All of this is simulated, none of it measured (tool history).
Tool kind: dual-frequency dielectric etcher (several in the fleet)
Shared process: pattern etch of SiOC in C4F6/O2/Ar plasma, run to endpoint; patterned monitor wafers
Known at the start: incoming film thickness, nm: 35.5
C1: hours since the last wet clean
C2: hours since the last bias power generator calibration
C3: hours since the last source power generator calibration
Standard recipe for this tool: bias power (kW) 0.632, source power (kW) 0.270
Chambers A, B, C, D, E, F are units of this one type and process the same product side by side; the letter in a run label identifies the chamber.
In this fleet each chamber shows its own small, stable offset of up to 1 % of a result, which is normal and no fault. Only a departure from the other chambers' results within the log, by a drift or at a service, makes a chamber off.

Run 1A, hour 6.4: usual settings; C1 201.2; C2 1474.1; C3 2096.7. Result: endpoint time (s) 12.642.
At hour 7.2: chamber B: wet clean of the chamber.
Run 2B, hour 10.1: usual settings; C1 2.9; C2 93.5; C3 867.3. Result: endpoint time (s) 12.638.
Run 3C, hour 16.6: usual settings; C1 296.4; C2 899.9; C3 2410.8. Result: endpoint time (s) 12.724.
Run 4E, hour 20.8: usual settings; C1 435.8; C2 1311.7; C3 789.2. Result: endpoint time (s) 12.573.
Run 5D, hour 24.0: usual settings; C1 181.9; C2 1206.7; C3 874.0. Result: endpoint time (s) 12.560.
Run 6F, hour 27.6: usual settings; C1 39.3; C2 137.2; C3 3042.0. Result: endpoint time (s) 12.549.
Run 7A, hour 33.0: usual settings; C1 227.8; C2 1500.7; C3 2123.3. Result: endpoint time (s) 12.605.
Run 8B, hour 36.6: usual settings but source power (kW) 0.320; C1 29.4; C2 120.0; C3 893.8. Result: endpoint time (s) 11.943.
Run 9C, hour 42.2: usual settings but source power (kW) 0.320; C1 322.0; C2 925.5; C3 2436.4. Result: endpoint time (s) 11.903.
Run 10F, hour 48.1: usual settings but source power (kW) 0.320; C1 59.8; C2 157.7; C3 3062.5. Result: endpoint time (s) 11.854.
Run 11D, hour 53.7: usual settings but source power (kW) 0.320; C1 211.6; C2 1236.4; C3 903.7. Result: endpoint time (s) 11.834.
Run 12E, hour 58.6: usual settings but source power (kW) 0.320; C1 473.6; C2 1349.5; C3 827.0. Result: endpoint time (s) 11.806.
At hour 59.8: chamber C: wet clean of the chamber.
Run 13F, hour 63.1: usual settings but source power (kW) 0.320; C1 74.8; C2 172.7; C3 3077.5. Result: endpoint time (s) 11.881.
At hour 63.8: chamber E: wet clean of the chamber.
Run 14A, hour 70.3: usual settings; C1 265.1; C2 1538.0; C3 2160.6. Result: endpoint time (s) 12.598.
Run 15B, hour 75.9: usual settings; C1 68.7; C2 159.3; C3 933.1. Result: endpoint time (s) 12.698.
Run 16E, hour 80.2: usual settings; C1 16.4; C2 1371.1; C3 848.6. Result: endpoint time (s) 12.506.
Run 17C, hour 87.3: usual settings but bias power (kW) 0.544, source power (kW) 0.230; C1 27.5; C2 970.6; C3 2481.5. Result: endpoint time (s) 14.201.
Run 18D, hour 91.8: usual settings but bias power (kW) 0.544, source power (kW) 0.230; C1 249.7; C2 1274.5; C3 941.8. Result: endpoint time (s) 14.235.
Run 19B, hour 98.8: usual settings but bias power (kW) 0.544, source power (kW) 0.230; C1 91.6; C2 182.2; C3 956.0. Result: endpoint time (s) 14.197.
Run 20A, hour 102.4: usual settings but bias power (kW) 0.544, source power (kW) 0.230; C1 297.2; C2 1570.1; C3 2192.7. Result: endpoint time (s) 14.143.
Run 21D, hour 107.2: usual settings but bias power (kW) 0.544, source power (kW) 0.230; C1 265.1; C2 1289.9; C3 957.2. Result: endpoint time (s) 14.293.
Run 22F, hour 112.1: usual settings but bias power (kW) 0.544, source power (kW) 0.230; C1 123.8; C2 221.7; C3 3126.5. Result: endpoint time (s) 14.182.
Run 23E, hour 118.6: usual settings; C1 54.8; C2 1409.5; C3 887.0. Result: endpoint time (s) 12.638.
Run 24C, hour 125.0: usual settings but bias power (kW) 0.681, source power (kW) 0.300; C1 65.2; C2 1008.3; C3 2519.2. Result: endpoint time (s) 11.801.
Run 25E, hour 129.4: usual settings but bias power (kW) 0.681, source power (kW) 0.300; C1 65.6; C2 1420.3; C3 897.8. Result: endpoint time (s) 11.685.
Run 26F, hour 135.8: usual settings but bias power (kW) 0.681, source power (kW) 0.300; C1 147.5; C2 245.4; C3 3150.2. Result: endpoint time (s) 11.745.
Run 27D, hour 140.8: usual settings but bias power (kW) 0.681, source power (kW) 0.300; C1 298.7; C2 1323.5; C3 990.8. Result: endpoint time (s) 12.015.
Run 28A, hour 146.4: usual settings but bias power (kW) 0.681, source power (kW) 0.300; C1 341.2; C2 1614.1; C3 2236.7. Result: endpoint time (s) 11.752.
Run 29B, hour 151.8: usual settings but bias power (kW) 0.681, source power (kW) 0.300; C1 144.6; C2 235.2; C3 1009.0. Result: endpoint time (s) 11.866.
Run 30C, hour 157.3: usual settings; C1 97.5; C2 1040.6; C3 2551.5. Result: endpoint time (s) 12.692.
Run 31F, hour 161.6: usual settings; C1 173.3; C2 271.2; C3 3176.0. Result: endpoint time (s) 12.610.
Run 32C, hour 168.1: usual settings; C1 108.3; C2 1051.4; C3 2562.3. Result: endpoint time (s) 12.725.
Run 33D, hour 173.4: usual settings; C1 331.3; C2 1356.1; C3 1023.4. Result: endpoint time (s) 12.942.
Run 34E, hour 179.4: usual settings; C1 115.6; C2 1470.3; C3 947.8. Result: endpoint time (s) 12.575.
Run 35B, hour 184.6: usual settings; C1 177.4; C2 268.0; C3 1041.8. Result: endpoint time (s) 12.712.
Run 36A, hour 191.0: usual settings; C1 385.8; C2 1658.7; C3 2281.3. Result: endpoint time (s) 12.523.

Which is it: a chamber that has drifted or been left off by a service, a gauge drift common to all chambers, or only each chamber's usual small offset? If a chamber is off, name it and its likeliest cause.

Chamber D drifts away from the others.
Most likely cause: etch rate under this chamber's usual, % = 3.58.

Here are 4 candidates for chamber D's next run, each the usual settings with a change, their results left as question marks. Which one brings its results back in line with what the others give on the usual settings?
In-line tolerance around the mean of the other chambers on the usual settings: endpoint time (s) 0.160
Run 37D-1, hour 196.3: usual settings but bias power (kW) 0.758. Result: endpoint time (s) ?.
Run 37D-2, hour 196.3: usual settings but bias power (kW) 0.525. Result: endpoint time (s) ?.
Run 37D-3, hour 196.3: usual settings but bias power (kW) 0.604, source power (kW) 0.260. Result: endpoint time (s) ?.
Run 37D-4, hour 196.3: usual settings but source power (kW) 0.300. Result: endpoint time (s) ?.

On the usual settings, the other chambers give on average: endpoint time (s) 12.620
  run  endpoint time (s)
37D-1             12.172
37D-2             14.033
37D-3             13.486
37D-4             12.578
It is 37D-4 that realigns the chamber with its peers.
